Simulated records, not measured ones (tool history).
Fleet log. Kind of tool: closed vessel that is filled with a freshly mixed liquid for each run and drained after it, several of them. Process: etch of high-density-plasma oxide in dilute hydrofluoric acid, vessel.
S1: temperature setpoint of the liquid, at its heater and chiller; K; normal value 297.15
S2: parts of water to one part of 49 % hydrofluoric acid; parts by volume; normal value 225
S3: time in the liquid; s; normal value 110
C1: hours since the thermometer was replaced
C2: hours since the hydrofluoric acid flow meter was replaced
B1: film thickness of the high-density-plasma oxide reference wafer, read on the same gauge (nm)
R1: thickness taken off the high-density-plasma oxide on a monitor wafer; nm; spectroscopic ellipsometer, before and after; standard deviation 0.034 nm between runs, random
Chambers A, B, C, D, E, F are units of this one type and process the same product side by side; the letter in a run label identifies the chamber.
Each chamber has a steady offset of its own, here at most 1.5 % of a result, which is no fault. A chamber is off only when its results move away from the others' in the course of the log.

run 1D hour=4.1 | S1=297.15 S2=225 S3=110 | C1=669.0 C2=653.9 | B1=50.022 | R1=4.0695
run 2F hour=7.2 | S1=297.15 S2=225 S3=110 | C1=62.5 C2=871.2 | B1=50.013 | R1=4.0712
run 3A hour=10.4 | S1=297.15 S2=225 S3=110 | C1=71.1 C2=1606.1 | B1=49.982 | R1=4.0441
run 4B hour=14.7 | S1=297.15 S2=225 S3=110 | C1=2210.7 C2=1116.5 | B1=49.982 | R1=4.0201
run 5C hour=19.3 | S1=297.15 S2=225 S3=110 | C1=964.5 C2=1484.2 | B1=49.971 | R1=3.9952
run 6E hour=23.3 | S1=297.15 S2=225 S3=110 | C1=621.8 C2=967.5 | B1=50.012 | R1=3.9755
run 7A hour=28.3 | S1=297.15 S2=225 S3=110 | C1=89.0 C2=1624.0 | B1=50.050 | R1=4.0089
run 8D hour=32.2 | S1=297.15 S2=225 S3=110 | C1=697.1 C2=682.0 | B1=50.000 | R1=4.0501
run 9C hour=35.0 | S1=297.15 S2=225 S3=110 | C1=980.2 C2=1499.9 | B1=50.013 | R1=4.0280
run 10F hour=39.5 | S1=297.15 S2=225 S3=110 | C1=94.8 C2=903.5 | B1=49.983 | R1=4.0338
run 11E hour=44.4 | S1=297.15 S2=225 S3=110 | C1=642.9 C2=988.6 | B1=49.972 | R1=3.9416
run 12B hour=50.2 | S1=301.15 S2=140 S3=110 | C1=2246.2 C2=1152.0 | B1=50.033 | R1=8.1622
run 13C hour=53.8 | S1=301.15 S2=140 S3=110 | C1=999.0 C2=1518.7 | B1=49.983 | R1=8.3654
run 14A hour=56.6 | S1=301.15 S2=140 S3=110 | C1=117.3 C2=1652.3 | B1=50.035 | R1=8.1827
run 15F hour=60.1 | S1=301.15 S2=140 S3=110 | C1=115.4 C2=924.1 | B1=49.998 | R1=8.2366
run 16E hour=64.9 | S1=301.15 S2=140 S3=110 | C1=663.4 C2=1009.1 | B1=49.980 | R1=8.2130
run 17D hour=68.0 | S1=301.15 S2=140 S3=110 | C1=732.9 C2=717.8 | B1=50.020 | R1=8.4452
run 18B hour=73.7 | S1=297.15 S2=225 S3=110 | C1=2269.7 C2=1175.5 | B1=50.001 | R1=3.9928
run 19D hour=77.7 | S1=297.15 S2=225 S3=110 | C1=742.6 C2=727.5 | B1=49.999 | R1=4.0893
run 20E hour=82.5 | S1=297.15 S2=225 S3=110 | C1=681.0 C2=1026.7 | B1=50.003 | R1=4.0062
run 21C hour=87.5 | S1=292.15 S2=225 S3=110 | C1=1032.7 C2=1552.4 | B1=49.986 | R1=3.3749
run 22F hour=93.5 | S1=292.15 S2=225 S3=110 | C1=148.8 C2=957.5 | B1=49.996 | R1=3.4225
-- hour=96.2 chamber E: thermometer replaced
run 23B hour=97.0 | S1=292.15 S2=225 S3=110 | C1=2293.0 C2=1198.8 | B1=49.978 | R1=3.3494
run 24A hour=102.5 | S1=292.15 S2=225 S3=110 | C1=163.2 C2=1698.2 | B1=49.977 | R1=3.3255
run 25D hour=108.3 | S1=292.15 S2=225 S3=110 | C1=773.2 C2=758.1 | B1=49.965 | R1=3.2973
run 26B hour=113.0 | S1=292.15 S2=225 S3=110 | C1=2309.0 C2=1214.8 | B1=50.007 | R1=3.3387
run 27F hour=118.3 | S1=297.15 S2=225 S3=110 | C1=173.6 C2=982.3 | B1=50.003 | R1=4.0521
run 28E hour=122.1 | S1=297.15 S2=225 S3=150 | C1=25.9 C2=1066.3 | B1=50.003 | R1=5.4866
run 29A hour=125.0 | S1=297.15 S2=225 S3=150 | C1=185.7 C2=1720.7 | B1=50.015 | R1=5.4614
run 30C hour=130.4 | S1=297.15 S2=225 S3=150 | C1=1075.6 C2=1595.3 | B1=49.983 | R1=5.4687
run 31F hour=133.7 | S1=297.15 S2=225 S3=150 | C1=189.0 C2=997.7 | B1=49.997 | R1=5.5486
run 32E hour=139.4 | S1=297.15 S2=225 S3=150 | C1=43.2 C2=1083.6 | B1=50.021 | R1=5.5311
run 33D hour=143.1 | S1=297.15 S2=225 S3=150 | C1=808.0 C2=792.9 | B1=49.976 | R1=5.2623
run 34C hour=147.9 | S1=300.15 S2=225 S3=110 | C1=1093.1 C2=1612.8 | B1=50.022 | R1=4.4997
run 35B hour=153.7 | S1=300.15 S2=225 S3=110 | C1=2349.7 C2=1255.5 | B1=50.017 | R1=4.4894
run 36A hour=159.2 | S1=300.15 S2=225 S3=110 | C1=219.9 C2=1754.9 | B1=49.989 | R1=4.4422
run 37A hour=162.2 | S1=300.15 S2=225 S3=110 | C1=222.9 C2=1757.9 | B1=50.001 | R1=4.4403
run 38E hour=167.5 | S1=300.15 S2=225 S3=110 | C1=71.3 C2=1111.7 | B1=50.029 | R1=4.5060
run 39B hour=171.6 | S1=300.15 S2=225 S3=110 | C1=2367.6 C2=1273.4 | B1=50.011 | R1=4.4512
run 40D hour=175.3 | S1=297.15 S2=280 S3=110 | C1=840.2 C2=825.1 | B1=49.970 | R1=2.9124
run 41F hour=181.4 | S1=297.15 S2=280 S3=110 | C1=236.7 C2=1045.4 | B1=50.011 | R1=3.0469

What goes on in this fleet: one chamber off, a drifting gauge, or nothing beyond the chambers' own small offsets? Name the chamber and the cause, if any.

Chamber D drifts away from the others.
Most likely cause: liquid colder than its thermometer reads (K) = 2.52.
With only this log, it may be confused with: hydrofluoric acid flow below the setpoint (%).

Chamber D could run next with any of the 4 candidate recipes listed below; each alters the usual settings, and their results appear as question marks. Which one brings its results back in line with what the other chambers deliver on the usual settings?
In line here means within this much of the mean the other chambers give on the usual settings: R1 0.1200 nm
run 42D-1 hour=185.9 | S1=297.15 S2=230 S3=105 | R1=?
run 42D-2 hour=185.9 | S1=297.15 S2=220 S3=115 | R1=?
run 42D-3 hour=185.9 | S1=297.15 S2=200 S3=110 | R1=?
run 42D-4 hour=185.9 | S1=297.15 S2=240 S3=105 | R1=?

The mean the other chambers reach with the usual settings: R1 4.0197 nm
run=42D-1 R1=3.4658
run=42D-2 R1=4.0049
run=42D-3 R1=4.2912
run=42D-4 R1=3.2916
42D-2 puts the chamber back in line with the other chambers.
